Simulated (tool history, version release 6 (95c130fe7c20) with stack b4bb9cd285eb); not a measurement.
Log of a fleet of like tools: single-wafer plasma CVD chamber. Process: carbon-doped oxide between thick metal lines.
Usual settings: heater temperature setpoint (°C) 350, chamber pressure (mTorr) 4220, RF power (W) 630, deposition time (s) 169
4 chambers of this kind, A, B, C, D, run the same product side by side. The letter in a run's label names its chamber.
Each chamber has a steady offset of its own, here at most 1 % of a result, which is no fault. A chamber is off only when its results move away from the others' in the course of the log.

run,day,heater temperature setpoint (°C),chamber pressure (mTorr),RF power (W),deposition time (s),"read-back reference wafer on the same gauge, thickness_nm",mean film thickness on the monitor wafer (Å)
1C,0.404,350,4220,630,169,996.83,9452.1
2D,0.721,350,4220,630,169,996.9,9545.9
# day 0.829: chamber B: RF generator calibrated
3B,1.192,350,4220,630,169,996.85,9564.5
4A,1.817,350,4220,630,169,996.24,9485.7
5C,2.146,350,4220,630,169,995.98,9458.8
6D,2.45,350,4220,630,169,996.06,9553.7
7A,2.862,350,4220,630,169,996.1,9492.7
8B,3.279,350,4220,630,169,996.28,9550.7
9A,3.621,350,4220,630,169,996.2,9503.6
10C,3.942,350,4220,630,169,995.82,9446.6
11D,4.429,350,4220,630,169,995.58,9559.8
12B,5.012,350,4220,630,169,995.54,9577.6
13B,5.608,350,4220,630,169,994.7,9554.7
14D,6.058,350,4220,630,169,995.08,9555.8
# day 6.533: chamber C: capacitance manometer re-zeroed and calibrated
15A,6.588,350,4220,630,169,994.83,9492
# day 6.679: chamber D: capacitance manometer re-zeroed and calibrated
# day 6.879: chamber B: thermocouple changed; heater temperature recalibrated
16C,7.162,350,4220,630,169,994.35,9435.7
17D,7.558,350,4220,630,169,993.85,9518.9
# day 7.796: chamber C: RF generator calibrated
18B,8,350,4220,690,138,993.89,8266.8
19C,8.433,350,4220,690,138,993.57,8103.5
20A,8.804,350,4220,690,138,993.48,8153.9
21D,9.454,350,4220,690,138,993.75,8205.5
22A,9.962,350,4220,630,169,993.16,9472.1
23C,10.404,350,4220,630,169,993.44,9432.4
24B,10.846,350,4220,630,169,992.79,9547.9
25D,11.3,350,4220,630,169,993.27,9520
26B,11.85,350,4220,630,169,992.54,9594.8
27A,12.183,350,4220,630,169,992.99,9448.3
28C,12.708,350,4220,630,169,992.22,9411.6
29B,13.054,350,4220,630,169,992.06,9553.1
30A,13.608,350,4220,630,169,991.93,9481.9
31C,13.983,364,4220,720,169,991.77,9847.3
32D,14.288,364,4220,720,169,991.72,9966.6
33B,14.617,364,4220,720,169,991.69,10006
34A,15.046,364,4220,720,169,991.21,9878.3
35C,15.483,350,4220,630,169,991.18,9396.9
36D,16.071,350,4220,630,169,990.77,9487.9
37A,16.388,342,5140,630,169,991.18,9952.7
38D,16.875,342,5140,630,169,991.35,9967.2
39B,17.396,342,5140,630,169,990.38,10071

All 4 chambers run these settings next. Forecast each chamber's results:
40A,17.892,350,4220,630,169,,?
40B,17.892,350,4220,630,169,,?
40C,17.892,350,4220,630,169,,?
40D,17.892,350,4220,630,169,,?

run,mean film thickness on the monitor wafer (Å)
40A,9459.2
40B,9547
40C,9404.6
40D,9460.4
